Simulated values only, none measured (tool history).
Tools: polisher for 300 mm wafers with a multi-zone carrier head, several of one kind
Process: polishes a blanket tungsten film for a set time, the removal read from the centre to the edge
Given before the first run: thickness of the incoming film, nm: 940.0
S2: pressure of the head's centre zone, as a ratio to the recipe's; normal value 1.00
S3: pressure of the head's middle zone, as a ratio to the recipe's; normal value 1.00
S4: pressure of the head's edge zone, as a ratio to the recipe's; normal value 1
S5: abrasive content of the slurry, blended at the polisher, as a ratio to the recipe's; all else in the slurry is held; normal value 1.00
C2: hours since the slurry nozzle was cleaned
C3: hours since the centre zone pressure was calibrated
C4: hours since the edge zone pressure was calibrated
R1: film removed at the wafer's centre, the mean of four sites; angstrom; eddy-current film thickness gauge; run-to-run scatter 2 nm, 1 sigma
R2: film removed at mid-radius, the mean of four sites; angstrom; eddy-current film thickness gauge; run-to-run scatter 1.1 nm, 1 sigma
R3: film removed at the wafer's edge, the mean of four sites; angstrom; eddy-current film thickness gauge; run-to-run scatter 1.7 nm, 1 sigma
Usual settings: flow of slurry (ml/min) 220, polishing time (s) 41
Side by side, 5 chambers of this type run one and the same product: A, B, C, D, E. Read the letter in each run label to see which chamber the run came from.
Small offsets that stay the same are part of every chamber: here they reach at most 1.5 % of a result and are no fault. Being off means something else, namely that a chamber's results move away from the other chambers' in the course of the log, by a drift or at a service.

-- hour=8.9 chamber C: worn pad replaced by a new one
run 1A hour=13.5 | flow_of_slurry_(ml/min)=220 S2=1.00 S3=1.00 S4=1 S5=1.00 polishing_time_(s)=41 | wafers_polished_on_this_pad=1079 C2=346.2 C3=398.7 C4=282.3 | R1=1585.2 R2=1599.6 R3=1564.3
run 2E hour=21.4 | flow_of_slurry_(ml/min)=220 S2=1.00 S3=1.00 S4=1 S5=1.00 polishing_time_(s)=41 | wafers_polished_on_this_pad=240 C2=61.6 C3=641.8 C4=1279.0 | R1=1575.6 R2=1583.3 R3=1531.7
run 3C hour=33.9 | flow_of_slurry_(ml/min)=220 S2=1.00 S3=1.00 S4=1 S5=1.00 polishing_time_(s)=41 | wafers_polished_on_this_pad=244 C2=70.4 C3=502.0 C4=68.5 | R1=1570.2 R2=1567.8 R3=1571.2
-- hour=38.1 chamber B: edge zone pressure recalibrated
-- hour=40.3 chamber A: worn pad replaced by a new one
run 4D hour=41.4 | flow_of_slurry_(ml/min)=220 S2=1.00 S3=1.00 S4=1 S5=1.00 polishing_time_(s)=41 | wafers_polished_on_this_pad=669 C2=254.7 C3=433.6 C4=297.8 | R1=1573.5 R2=1592.0 R3=1574.1
-- hour=42.0 chamber E: edge zone pressure recalibrated
-- hour=51.6 chamber B: worn pad replaced by a new one
run 5B hour=54.3 | flow_of_slurry_(ml/min)=220 S2=1.00 S3=1.00 S4=1 S5=1.00 polishing_time_(s)=41 | wafers_polished_on_this_pad=26 C2=259.0 C3=305.4 C4=16.2 | R1=1556.1 R2=1566.8 R3=1540.0
run 6D hour=66.4 | flow_of_slurry_(ml/min)=220 S2=1.00 S3=1.00 S4=1 S5=1.00 polishing_time_(s)=41 | wafers_polished_on_this_pad=914 C2=279.7 C3=458.6 C4=322.8 | R1=1547.2 R2=1571.4 R3=1559.1
run 7C hour=73.5 | flow_of_slurry_(ml/min)=220 S2=1.00 S3=1.00 S4=1 S5=1.00 polishing_time_(s)=41 | wafers_polished_on_this_pad=631 C2=110.0 C3=541.6 C4=108.1 | R1=1590.7 R2=1577.9 R3=1553.8
-- hour=76.5 chamber A: edge zone pressure recalibrated
-- hour=83.3 chamber D: worn pad replaced by a new one
run 8B hour=84.8 | flow_of_slurry_(ml/min)=220 S2=1.00 S3=1.00 S4=1 S5=1.00 polishing_time_(s)=41 | wafers_polished_on_this_pad=324 C2=289.5 C3=335.9 C4=46.7 | R1=1556.0 R2=1555.8 R3=1546.0
run 9A hour=95.1 | flow_of_slurry_(ml/min)=220 S2=1.00 S3=1.00 S4=1 S5=1.00 polishing_time_(s)=41 | wafers_polished_on_this_pad=535 C2=427.8 C3=480.3 C4=18.6 | R1=1598.3 R2=1608.1 R3=1620.1
-- hour=98.8 chamber E: worn pad replaced by a new one
-- hour=101.3 chamber A: slurry nozzle cleaned
run 10E hour=101.9 | flow_of_slurry_(ml/min)=220 S2=1.00 S3=1.00 S4=1 S5=1.00 polishing_time_(s)=41 | wafers_polished_on_this_pad=30 C2=142.1 C3=722.3 C4=60.0 | R1=1572.8 R2=1577.1 R3=1575.8
run 11E hour=111.8 | flow_of_slurry_(ml/min)=220 S2=1.00 S3=1.00 S4=1 S5=1.00 polishing_time_(s)=41 | wafers_polished_on_this_pad=127 C2=152.0 C3=732.2 C4=69.9 | R1=1590.8 R2=1553.2 R3=1559.4
run 12B hour=123.9 | flow_of_slurry_(ml/min)=220 S2=1.00 S3=1.00 S4=1 S5=1.00 polishing_time_(s)=41 | wafers_polished_on_this_pad=706 C2=328.6 C3=375.0 C4=85.8 | R1=1565.1 R2=1580.4 R3=1542.0
run 13D hour=136.9 | flow_of_slurry_(ml/min)=220 S2=0.95 S3=1.00 S4=1 S5=1.00 polishing_time_(s)=53 | wafers_polished_on_this_pad=523 C2=350.2 C3=529.1 C4=393.3 | R1=1875.1 R2=2089.3 R3=2033.4
run 14C hour=144.4 | flow_of_slurry_(ml/min)=220 S2=0.95 S3=1.00 S4=1 S5=1.00 polishing_time_(s)=53 | wafers_polished_on_this_pad=1323 C2=180.9 C3=612.5 C4=179.0 | R1=1952.6 R2=2025.5 R3=2001.8
-- hour=159.7 chamber A: worn pad replaced by a new one
run 15A hour=159.8 | flow_of_slurry_(ml/min)=220 S2=0.95 S3=1.00 S4=1 S5=1.00 polishing_time_(s)=53 | wafers_polished_on_this_pad=1 C2=58.5 C3=545.0 C4=83.3 | R1=1992.6 R2=2074.6 R3=2101.5
-- hour=160.1 chamber C: worn pad replaced by a new one
run 16D hour=175.3 | flow_of_slurry_(ml/min)=220 S2=0.95 S3=1.00 S4=1 S5=1.00 polishing_time_(s)=53 | wafers_polished_on_this_pad=898 C2=388.6 C3=567.5 C4=431.7 | R1=1911.6 R2=2072.6 R3=2051.4
run 17E hour=188.8 | flow_of_slurry_(ml/min)=220 S2=0.95 S3=1.00 S4=1 S5=1.00 polishing_time_(s)=53 | wafers_polished_on_this_pad=879 C2=229.0 C3=809.2 C4=146.9 | R1=1921.4 R2=2022.0 R3=2002.3
-- hour=193.2 chamber E: worn pad replaced by a new one
-- hour=197.3 chamber B: worn pad replaced by a new one
run 18B hour=200.6 | flow_of_slurry_(ml/min)=220 S2=1.00 S3=1.00 S4=1 S5=1.00 polishing_time_(s)=41 | wafers_polished_on_this_pad=33 C2=405.3 C3=451.7 C4=162.5 | R1=1488.1 R2=1576.9 R3=1575.2
-- hour=206.6 chamber D: worn pad replaced by a new one
run 19C hour=214.2 | flow_of_slurry_(ml/min)=220 S2=1.00 S3=1.00 S4=1 S5=1.00 polishing_time_(s)=41 | wafers_polished_on_this_pad=529 C2=250.7 C3=682.3 C4=248.8 | R1=1603.9 R2=1568.0 R3=1546.5
run 20A hour=223.5 | flow_of_slurry_(ml/min)=220 S2=1.00 S3=1.00 S4=1 S5=1.00 polishing_time_(s)=41 | wafers_polished_on_this_pad=623 C2=122.2 C3=608.7 C4=147.0 | R1=1568.1 R2=1584.5 R3=1563.9
run 21E hour=238.4 | flow_of_slurry_(ml/min)=220 S2=1.00 S3=1.09 S4=1 S5=1.00 polishing_time_(s)=41 | wafers_polished_on_this_pad=441 C2=278.6 C3=858.8 C4=196.5 | R1=1577.8 R2=1683.8 R3=1583.4
-- hour=239.4 chamber C: edge zone pressure recalibrated
-- hour=239.9 chamber C: slurry nozzle cleaned
run 22C hour=253.7 | flow_of_slurry_(ml/min)=220 S2=1.00 S3=1.09 S4=1 S5=1.00 polishing_time_(s)=41 | wafers_polished_on_this_pad=914 C2=13.8 C3=721.8 C4=14.3 | R1=1586.1 R2=1722.2 R3=1553.7
run 23B hour=263.5 | flow_of_slurry_(ml/min)=220 S2=1.00 S3=1.09 S4=1 S5=1.00 polishing_time_(s)=41 | wafers_polished_on_this_pad=647 C2=468.2 C3=514.6 C4=225.4 | R1=1455.6 R2=1693.6 R3=1528.3
run 24D hour=278.2 | flow_of_slurry_(ml/min)=220 S2=1.00 S3=1.09 S4=1 S5=1.00 polishing_time_(s)=41 | wafers_polished_on_this_pad=699 C2=491.5 C3=670.4 C4=534.6 | R1=1549.1 R2=1730.9 R3=1593.8
-- hour=286.6 chamber E: worn pad replaced by a new one
run 25A hour=290.4 | flow_of_slurry_(ml/min)=220 S2=1.00 S3=1.09 S4=1 S5=1.00 polishing_time_(s)=41 | wafers_polished_on_this_pad=1276 C2=189.1 C3=675.6 C4=213.9 | R1=1584.8 R2=1709.9 R3=1583.3
run 26B hour=297.2 | flow_of_slurry_(ml/min)=220 S2=1.00 S3=1.00 S4=1 S5=1.00 polishing_time_(s)=41 | wafers_polished_on_this_pad=976 C2=501.9 C3=548.3 C4=259.1 | R1=1472.6 R2=1557.8 R3=1583.4
-- hour=300.4 chamber A: worn pad replaced by a new one
run 27C hour=305.7 | flow_of_slurry_(ml/min)=220 S2=1.00 S3=1.00 S4=1 S5=1.00 polishing_time_(s)=41 | wafers_polished_on_this_pad=1422 C2=65.8 C3=773.8 C4=66.3 | R1=1585.4 R2=1584.8 R3=1546.9
run 28A hour=316.0 | flow_of_slurry_(ml/min)=220 S2=1.00 S3=0.94 S4=1 S5=1.15 polishing_time_(s)=41 | wafers_polished_on_this_pad=152 C2=214.7 C3=701.2 C4=239.5 | R1=1650.4 R2=1560.8 R3=1627.9
run 29E hour=327.8 | flow_of_slurry_(ml/min)=220 S2=1.00 S3=0.94 S4=1 S5=1.15 polishing_time_(s)=41 | wafers_polished_on_this_pad=402 C2=368.0 C3=948.2 C4=285.9 | R1=1660.3 R2=1532.8 R3=1613.9
-- hour=332.6 chamber D: worn pad replaced by a new one
-- hour=333.8 chamber C: worn pad replaced by a new one
-- hour=339.2 chamber B: worn pad replaced by a new one
run 30D hour=340.9 | flow_of_slurry_(ml/min)=220 S2=1.00 S3=0.94 S4=1 S5=1.15 polishing_time_(s)=41 | wafers_polished_on_this_pad=81 C2=554.2 C3=733.1 C4=597.3 | R1=1633.5 R2=1532.4 R3=1640.1
-- hour=348.5 chamber D: slurry nozzle cleaned
run 31A hour=349.3 | flow_of_slurry_(ml/min)=220 S2=1.00 S3=0.94 S4=1 S5=1.15 polishing_time_(s)=41 | wafers_polished_on_this_pad=477 C2=248.0 C3=734.5 C4=272.8 | R1=1619.0 R2=1557.0 R3=1615.4
run 32E hour=359.1 | flow_of_slurry_(ml/min)=220 S2=1.00 S3=0.94 S4=1 S5=1.15 polishing_time_(s)=41 | wafers_polished_on_this_pad=708 C2=399.3 C3=979.5 C4=317.2 | R1=1631.0 R2=1546.8 R3=1603.9
run 33C hour=369.3 | flow_of_slurry_(ml/min)=220 S2=1.00 S3=1.00 S4=1 S5=1.00 polishing_time_(s)=41 | wafers_polished_on_this_pad=347 C2=129.4 C3=837.4 C4=129.9 | R1=1604.7 R2=1573.1 R3=1581.5
run 34D hour=382.4 | flow_of_slurry_(ml/min)=220 S2=1.00 S3=1.00 S4=1 S5=1.00 polishing_time_(s)=41 | wafers_polished_on_this_pad=486 C2=33.9 C3=774.6 C4=638.8 | R1=1536.6 R2=1592.1 R3=1581.6
-- hour=382.9 chamber A: edge zone pressure recalibrated
-- hour=387.9 chamber E: worn pad replaced by a new one
run 35B hour=391.5 | flow_of_slurry_(ml/min)=220 S2=1.00 S3=1.00 S4=1 S5=1.00 polishing_time_(s)=41 | wafers_polished_on_this_pad=511 C2=596.2 C3=642.6 C4=353.4 | R1=1400.9 R2=1577.9 R3=1524.5
run 36C hour=400.3 | flow_of_slurry_(ml/min)=220 S2=1.00 S3=1.00 S4=1 S5=1.00 polishing_time_(s)=41 | wafers_polished_on_this_pad=650 C2=160.4 C3=868.4 C4=160.9 | R1=1596.1 R2=1552.0 R3=1559.8
run 37B hour=411.3 | flow_of_slurry_(ml/min)=220 S2=1.00 S3=1.00 S4=1 S5=1.00 polishing_time_(s)=41 | wafers_polished_on_this_pad=704 C2=616.0 C3=662.4 C4=373.2 | R1=1429.6 R2=1575.9 R3=1546.3
-- hour=419.4 chamber A: worn pad replaced by a new one
run 38E hour=425.1 | flow_of_slurry_(ml/min)=220 S2=1.00 S3=1.00 S4=1 S5=1.00 polishing_time_(s)=41 | wafers_polished_on_this_pad=363 C2=465.3 C3=1045.5 C4=383.2 | R1=1553.7 R2=1561.3 R3=1556.8
run 39A hour=433.5 | flow_of_slurry_(ml/min)=220 S2=1.00 S3=1.00 S4=1 S5=1.00 polishing_time_(s)=41 | wafers_polished_on_this_pad=138 C2=332.2 C3=818.7 C4=50.7 | R1=1591.5 R2=1601.1 R3=1564.7
run 40D hour=445.4 | flow_of_slurry_(ml/min)=220 S2=1.00 S3=1.00 S4=1 S5=1.00 polishing_time_(s)=41 | wafers_polished_on_this_pad=1101 C2=96.9 C3=837.6 C4=701.8 | R1=1561.0 R2=1591.1 R3=1589.6
run 41C hour=452.7 | flow_of_slurry_(ml/min)=255 S2=1.00 S3=1.00 S4=1 S5=1.30 polishing_time_(s)=41 | wafers_polished_on_this_pad=1161 C2=212.8 C3=920.8 C4=213.3 | R1=1702.4 R2=1700.8 R3=1680.6
run 42E hour=465.0 | flow_of_slurry_(ml/min)=255 S2=1.00 S3=1.00 S4=1 S5=1.30 polishing_time_(s)=41 | wafers_polished_on_this_pad=753 C2=505.2 C3=1085.4 C4=423.1 | R1=1691.0 R2=1695.1 R3=1668.2

The same settings go to every chamber for the next run, one line per chamber below. Forecast the results for each:
run 43A hour=476.3 | flow_of_slurry_(ml/min)=220 S2=1.00 S3=0.90 S4=1 S5=1.00 polishing_time_(s)=41 | R1=? R2=? R3=?
run 43B hour=476.3 | flow_of_slurry_(ml/min)=220 S2=1.00 S3=0.90 S4=1 S5=1.00 polishing_time_(s)=41 | R1=? R2=? R3=?
run 43C hour=476.3 | flow_of_slurry_(ml/min)=220 S2=1.00 S3=0.90 S4=1 S5=1.00 polishing_time_(s)=41 | R1=? R2=? R3=?
run 43D hour=476.3 | flow_of_slurry_(ml/min)=220 S2=1.00 S3=0.90 S4=1 S5=1.00 polishing_time_(s)=41 | R1=? R2=? R3=?
run 43E hour=476.3 | flow_of_slurry_(ml/min)=220 S2=1.00 S3=0.90 S4=1 S5=1.00 polishing_time_(s)=41 | R1=? R2=? R3=?

run=43A R1=1596.2 R2=1441.6 R3=1561.2
run=43B R1=1415.0 R2=1426.8 R3=1549.1
run=43C R1=1625.5 R2=1435.4 R3=1557.7
run=43D R1=1550.5 R2=1443.4 R3=1553.7
run=43E R1=1584.2 R2=1439.4 R3=1555.7

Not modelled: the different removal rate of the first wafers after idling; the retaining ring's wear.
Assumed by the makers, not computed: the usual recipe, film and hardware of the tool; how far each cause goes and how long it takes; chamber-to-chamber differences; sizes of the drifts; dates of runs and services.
